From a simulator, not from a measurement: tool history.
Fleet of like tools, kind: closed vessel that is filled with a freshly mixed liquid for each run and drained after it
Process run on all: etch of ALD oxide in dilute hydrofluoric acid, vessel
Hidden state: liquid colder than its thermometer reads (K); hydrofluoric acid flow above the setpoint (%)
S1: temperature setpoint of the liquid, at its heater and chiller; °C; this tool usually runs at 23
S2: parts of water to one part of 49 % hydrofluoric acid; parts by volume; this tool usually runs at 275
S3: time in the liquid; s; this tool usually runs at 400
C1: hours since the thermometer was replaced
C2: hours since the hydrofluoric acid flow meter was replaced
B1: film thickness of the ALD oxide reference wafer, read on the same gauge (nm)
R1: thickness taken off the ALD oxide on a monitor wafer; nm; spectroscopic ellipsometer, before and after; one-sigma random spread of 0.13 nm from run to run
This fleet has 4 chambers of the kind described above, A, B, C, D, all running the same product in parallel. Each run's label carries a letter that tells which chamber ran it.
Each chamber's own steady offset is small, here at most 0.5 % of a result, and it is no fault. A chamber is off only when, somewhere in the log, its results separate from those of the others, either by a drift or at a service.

{"run": "1B", "day": 0.183, "S1": 23, "S2": 275, "S3": 400, "C1": 2268.9, "C2": 1645.0, "B1": 50.009, "R1": 20.385}
{"run": "2C", "day": 0.329, "S1": 23, "S2": 275, "S3": 400, "C1": 1874.4, "C2": 415.0, "B1": 49.991, "R1": 20.544}
{"run": "3D", "day": 0.492, "S1": 23, "S2": 275, "S3": 400, "C1": 1129.3, "C2": 1468.6, "B1": 49.989, "R1": 20.395}
{"run": "4A", "day": 0.712, "S1": 23, "S2": 275, "S3": 400, "C1": 657.6, "C2": 35.2, "B1": 49.955, "R1": 20.537}
{"run": "5C", "day": 0.9, "S1": 23, "S2": 275, "S3": 400, "C1": 1888.1, "C2": 428.7, "B1": 49.975, "R1": 20.365}
{"run": "6D", "day": 1.096, "S1": 23, "S2": 275, "S3": 400, "C1": 1143.8, "C2": 1483.1, "B1": 50.017, "R1": 20.383}
{"run": "7A", "day": 1.296, "S1": 23, "S2": 275, "S3": 400, "C1": 671.6, "C2": 49.2, "B1": 49.979, "R1": 20.498}
{"run": "8B", "day": 1.404, "S1": 23, "S2": 275, "S3": 400, "C1": 2298.2, "C2": 1674.3, "B1": 50.004, "R1": 20.575}
{"run": "9A", "day": 1.608, "S1": 23, "S2": 360, "S3": 400, "C1": 679.1, "C2": 56.7, "B1": 49.964, "R1": 14.368}
{"run": "10D", "day": 1.85, "S1": 23, "S2": 360, "S3": 400, "C1": 1161.9, "C2": 1501.2, "B1": 49.987, "R1": 14.415}
{"run": "11C", "day": 2.067, "S1": 23, "S2": 360, "S3": 400, "C1": 1916.1, "C2": 456.7, "B1": 50.011, "R1": 14.27}
{"run": "12B", "day": 2.188, "S1": 23, "S2": 360, "S3": 400, "C1": 2317.0, "C2": 1693.1, "B1": 50.014, "R1": 14.441}
{"run": "13B", "day": 2.329, "S1": 23, "S2": 275, "S3": 400, "C1": 2320.4, "C2": 1696.5, "B1": 50.009, "R1": 20.422}
{"run": "14D", "day": 2.529, "S1": 23, "S2": 275, "S3": 400, "C1": 1178.2, "C2": 1517.5, "B1": 49.982, "R1": 20.398}
{"run": "15A", "day": 2.733, "S1": 23, "S2": 275, "S3": 400, "C1": 706.1, "C2": 83.7, "B1": 50.014, "R1": 20.462}
{"run": "16C", "day": 2.921, "S1": 23, "S2": 210, "S3": 400, "C1": 1936.6, "C2": 477.2, "B1": 49.973, "R1": 27.885}
{"run": "17C", "day": 3.146, "S1": 23, "S2": 210, "S3": 400, "C1": 1942.0, "C2": 482.6, "B1": 50.002, "R1": 27.378}
{"run": "18A", "day": 3.267, "S1": 23, "S2": 210, "S3": 400, "C1": 718.9, "C2": 96.5, "B1": 49.98, "R1": 28.96}
{"run": "19D", "day": 3.392, "S1": 23, "S2": 210, "S3": 400, "C1": 1198.9, "C2": 1538.2, "B1": 50.004, "R1": 28.827}
{"run": "20B", "day": 3.638, "S1": 23, "S2": 275, "S3": 400, "C1": 2351.8, "C2": 1727.9, "B1": 49.982, "R1": 20.476}
{"run": "21A", "day": 3.792, "S1": 23, "S2": 275, "S3": 230, "C1": 731.5, "C2": 109.1, "B1": 49.972, "R1": 11.778}
{"run": "22C", "day": 4.012, "S1": 23, "S2": 275, "S3": 230, "C1": 1962.8, "C2": 503.4, "B1": 50.016, "R1": 11.235}
{"run": "23B", "day": 4.258, "S1": 23, "S2": 275, "S3": 230, "C1": 2366.7, "C2": 1742.8, "B1": 49.967, "R1": 11.839}
{"run": "24D", "day": 4.392, "S1": 23, "S2": 275, "S3": 230, "C1": 1222.9, "C2": 1562.2, "B1": 49.998, "R1": 11.753}

Decide between three cases: one chamber stands off from its peers, the gauge reading all wafers drifts, or nothing is wrong past each chamber's small offset. Where a chamber is off, say which and what most likely put it there.

One chamber, C, drifts off from the rest bit by bit.
What lies behind it: liquid colder than its thermometer reads (K) = 1.98.
The log might look much the same if the cause were instead: hydrofluoric acid flow below the setpoint (%).

Below are 4 candidate recipes for chamber C's next run, each the usual settings with a change, their results shown as question marks. Which of them brings C's results back in line with what the other chambers give on the usual settings?
Allowed miss from the other chambers' usual-settings mean, per result, to count as in line: R1 0.440 nm
{"run": "25C-1", "day": 4.567, "S1": 23.0, "S2": 290, "S3": 380, "R1": "?"}
{"run": "25C-2", "day": 4.567, "S1": 23.0, "S2": 275, "S3": 430, "R1": "?"}
{"run": "25C-3", "day": 4.567, "S1": 23.0, "S2": 285, "S3": 390, "R1": "?"}
{"run": "25C-4", "day": 4.567, "S1": 23.5, "S2": 275, "S3": 440, "R1": "?"}

Other chambers, usual settings, mean: R1 20.452 nm
run=25C-1 R1=16.838
run=25C-2 R1=20.381
run=25C-3 R1=17.667
run=25C-4 R1=21.230
25C-2 brings the chamber back in line.

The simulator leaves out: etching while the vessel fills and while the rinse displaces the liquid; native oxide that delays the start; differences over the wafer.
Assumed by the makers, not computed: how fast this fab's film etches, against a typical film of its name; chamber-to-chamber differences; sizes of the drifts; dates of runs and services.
